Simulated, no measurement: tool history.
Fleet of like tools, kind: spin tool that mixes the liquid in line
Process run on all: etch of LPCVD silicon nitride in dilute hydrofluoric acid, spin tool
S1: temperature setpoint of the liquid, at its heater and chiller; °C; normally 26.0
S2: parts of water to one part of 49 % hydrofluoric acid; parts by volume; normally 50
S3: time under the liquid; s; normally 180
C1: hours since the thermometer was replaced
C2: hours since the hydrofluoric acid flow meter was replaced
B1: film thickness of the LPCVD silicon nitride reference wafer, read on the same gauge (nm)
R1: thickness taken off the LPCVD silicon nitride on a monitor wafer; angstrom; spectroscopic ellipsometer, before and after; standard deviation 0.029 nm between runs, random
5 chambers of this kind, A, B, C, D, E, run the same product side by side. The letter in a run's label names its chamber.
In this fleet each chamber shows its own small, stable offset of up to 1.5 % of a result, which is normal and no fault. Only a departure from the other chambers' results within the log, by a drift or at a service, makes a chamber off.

| run | hour | S1 | S2 | S3 | C1 | C2 | B1 | R1 |
|---|---|---|---|---|---|---|---|---|
| 1C | 3.6 | 26.0 | 50 | 180 | 181.8 | 323.2 | 150.02 | 21.273 |
| 2E | 5.9 | 26.0 | 50 | 180 | 1622.8 | 423.4 | 150.00 | 21.711 |
| 3D | 9.5 | 26.0 | 50 | 180 | 382.2 | 1391.5 | 149.97 | 21.394 |
| 4B | 13.6 | 26.0 | 50 | 180 | 467.3 | 453.9 | 149.97 | 21.532 |
| 5A | 17.0 | 26.0 | 50 | 180 | 591.0 | 1480.1 | 149.95 | 21.591 |
| 6A | 21.5 | 26.0 | 50 | 180 | 595.5 | 1484.6 | 150.03 | 21.262 |
| 7E | 26.3 | 26.0 | 50 | 180 | 1643.2 | 443.8 | 150.01 | 21.895 |
| 8B | 30.6 | 23.0 | 50 | 180 | 484.3 | 470.9 | 150.00 | 17.514 |
| 9C | 33.4 | 23.0 | 50 | 180 | 211.6 | 353.0 | 150.02 | 17.430 |
| 10D | 38.0 | 23.0 | 50 | 180 | 410.7 | 1420.0 | 150.04 | 18.059 |
| 11B | 41.7 | 23.0 | 50 | 180 | 495.4 | 482.0 | 149.99 | 17.653 |
| 12D | 43.9 | 23.0 | 50 | 180 | 416.6 | 1425.9 | 150.02 | 18.053 |
| 13E | 48.5 | 26.0 | 50 | 180 | 1665.4 | 466.0 | 150.00 | 21.490 |
| 14A | 51.7 | 26.0 | 50 | 180 | 625.7 | 1514.8 | 149.98 | 21.245 |
| 15C | 56.3 | 26.0 | 50 | 180 | 234.5 | 375.9 | 150.04 | 21.940 |
| 16E | 60.6 | 26.0 | 50 | 180 | 1677.5 | 478.1 | 149.99 | 21.389 |
| 17B | 64.3 | 26.0 | 50 | 180 | 518.0 | 504.6 | 149.96 | 21.487 |
| 18A | 66.5 | 28.5 | 30 | 180 | 640.5 | 1529.6 | 149.98 | 41.390 |
| 19D | 71.2 | 28.5 | 30 | 180 | 443.9 | 1453.2 | 149.99 | 44.152 |
| 20C | 76.0 | 28.5 | 30 | 180 | 254.2 | 395.6 | 150.02 | 42.155 |
| 21C | 78.6 | 28.5 | 30 | 180 | 256.8 | 398.2 | 149.98 | 42.199 |
| 22E | 82.2 | 28.5 | 30 | 180 | 1699.1 | 499.7 | 150.01 | 42.303 |
| 23B | 85.5 | 26.0 | 50 | 180 | 539.2 | 525.8 | 150.03 | 21.322 |
| 24D | 90.2 | 26.0 | 70 | 180 | 462.9 | 1472.2 | 150.03 | 16.877 |
| 25A | 94.4 | 26.0 | 70 | 180 | 668.4 | 1557.5 | 149.99 | 15.350 |
| 26B | 97.2 | 26.0 | 70 | 180 | 550.9 | 537.5 | 150.01 | 15.342 |
| 27D | 100.0 | 26.0 | 70 | 180 | 472.7 | 1482.0 | 149.99 | 16.462 |
| 28A | 103.9 | 26.0 | 70 | 180 | 677.9 | 1567.0 | 150.00 | 15.409 |
| 29C | 108.7 | 26.0 | 50 | 180 | 286.9 | 428.3 | 150.02 | 21.223 |
| 30E | 113.5 | 26.0 | 50 | 180 | 1730.4 | 531.0 | 150.00 | 21.805 |
| 31E | 115.8 | 24.5 | 35 | 180 | 1732.7 | 533.3 | 149.97 | 27.770 |

Has any chamber moved away from the others, gradually or after a service, or does the common gauge drift, or do the chambers differ only by their own small steady offsets? State the chamber and the most likely cause if one applies.

One chamber, D, drifts off from the rest bit by bit.
Most likely cause: liquid hotter than its thermometer reads (K) = 1.48.
It could be hard to tell apart here from: hydrofluoric acid flow above the setpoint (%).

Below are 4 candidate recipes for chamber D's next run, each the usual settings with a change, their results shown as question marks. Which of them brings D's results back in line with what the other chambers give on the usual settings?
Allowed miss from the other chambers' usual-settings mean, per result, to count as in line: R1 1.000 angstrom
| 32D-1 | 119.3 | 25.5 | 55 | 180 |  |  |  | ? |
| 32D-2 | 119.3 | 26.0 | 50 | 185 |  |  |  | ? |
| 32D-3 | 119.3 | 26.5 | 50 | 195 |  |  |  | ? |
| 32D-4 | 119.3 | 26.0 | 50 | 175 |  |  |  | ? |

What the other chambers average on the usual settings: R1 21.388 angstrom
| run | R1 |
|---|---|
| 32D-1 | 21.154 |
| 32D-2 | 24.682 |
| 32D-3 | 26.866 |
| 32D-4 | 23.348 |
Change 32D-1 lands the chamber within the allowed miss of the other chambers.
